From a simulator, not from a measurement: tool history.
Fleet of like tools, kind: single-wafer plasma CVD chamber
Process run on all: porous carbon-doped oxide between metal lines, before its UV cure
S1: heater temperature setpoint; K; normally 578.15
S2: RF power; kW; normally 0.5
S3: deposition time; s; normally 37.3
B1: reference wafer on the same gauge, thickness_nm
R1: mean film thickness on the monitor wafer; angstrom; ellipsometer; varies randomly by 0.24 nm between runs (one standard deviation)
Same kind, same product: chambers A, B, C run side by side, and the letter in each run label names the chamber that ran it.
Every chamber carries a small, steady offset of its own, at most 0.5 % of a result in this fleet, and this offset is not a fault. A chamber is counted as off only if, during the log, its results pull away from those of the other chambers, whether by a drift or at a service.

{"hour": 4.9, "done": "chamber A: RF generator calibrated"}
{"run": "1B", "hour": 8.7, "S1": 578.15, "S2": 0.5, "S3": 37.3, "B1": 218.11, "R1": 1947.8}
{"run": "2C", "hour": 14.0, "S1": 578.15, "S2": 0.5, "S3": 37.3, "B1": 218.05, "R1": 1941.9}
{"run": "3A", "hour": 19.0, "S1": 578.15, "S2": 0.5, "S3": 37.3, "B1": 218.1, "R1": 1943.6}
{"run": "4A", "hour": 29.4, "S1": 578.15, "S2": 0.5, "S3": 37.3, "B1": 218.23, "R1": 1940.7}
{"run": "5B", "hour": 39.4, "S1": 578.15, "S2": 0.5, "S3": 37.3, "B1": 218.26, "R1": 1949}
{"run": "6C", "hour": 49.5, "S1": 578.15, "S2": 0.5, "S3": 37.3, "B1": 218.34, "R1": 1944.3}
{"run": "7B", "hour": 58.4, "S1": 578.15, "S2": 0.5, "S3": 37.3, "B1": 218.38, "R1": 1950.4}
{"run": "8C", "hour": 64.0, "S1": 578.15, "S2": 0.455, "S3": 41.1, "B1": 218.38, "R1": 1995}
{"run": "9A", "hour": 74.0, "S1": 578.15, "S2": 0.455, "S3": 41.1, "B1": 218.5, "R1": 2004.3}
{"run": "10B", "hour": 83.8, "S1": 578.15, "S2": 0.455, "S3": 41.1, "B1": 218.53, "R1": 2015.8}
{"run": "11C", "hour": 88.8, "S1": 578.15, "S2": 0.5, "S3": 37.3, "B1": 218.51, "R1": 1947.8}
{"run": "12A", "hour": 95.4, "S1": 586.15, "S2": 0.5, "S3": 37.3, "B1": 218.6, "R1": 1860.9}
{"run": "13A", "hour": 105.1, "S1": 586.15, "S2": 0.5, "S3": 37.3, "B1": 218.66, "R1": 1864.9}
{"run": "14B", "hour": 114.9, "S1": 586.15, "S2": 0.5, "S3": 37.3, "B1": 218.71, "R1": 1872.6}
{"run": "15C", "hour": 121.8, "S1": 578.15, "S2": 0.5, "S3": 37.3, "B1": 218.72, "R1": 1945.2}
{"run": "16C", "hour": 130.6, "S1": 578.15, "S2": 0.5, "S3": 37.3, "B1": 218.81, "R1": 1951.4}
{"run": "17A", "hour": 137.9, "S1": 578.15, "S2": 0.5, "S3": 37.3, "B1": 218.83, "R1": 1950.4}
{"run": "18B", "hour": 147.2, "S1": 578.15, "S2": 0.5, "S3": 37.3, "B1": 218.82, "R1": 1956.1}
{"run": "19C", "hour": 152.6, "S1": 578.15, "S2": 0.5, "S3": 37.3, "B1": 218.93, "R1": 1946}
{"run": "20A", "hour": 159.7, "S1": 590.15, "S2": 0.5, "S3": 37.3, "B1": 219.03, "R1": 1827.7}
{"run": "21B", "hour": 168.6, "S1": 590.15, "S2": 0.5, "S3": 37.3, "B1": 218.99, "R1": 1834.1}
{"run": "22C", "hour": 175.1, "S1": 590.15, "S2": 0.5, "S3": 37.3, "B1": 219.12, "R1": 1830.4}

Next, every chamber runs the same settings. What will each give?
{"run": "23A", "hour": 182.7, "S1": 578.15, "S2": 0.5, "S3": 37.3, "R1": "?"}
{"run": "23B", "hour": 182.7, "S1": 578.15, "S2": 0.5, "S3": 37.3, "R1": "?"}
{"run": "23C", "hour": 182.7, "S1": 578.15, "S2": 0.5, "S3": 37.3, "R1": "?"}

run=23A R1=1953.9
run=23B R1=1955.2
run=23C R1=1947.2
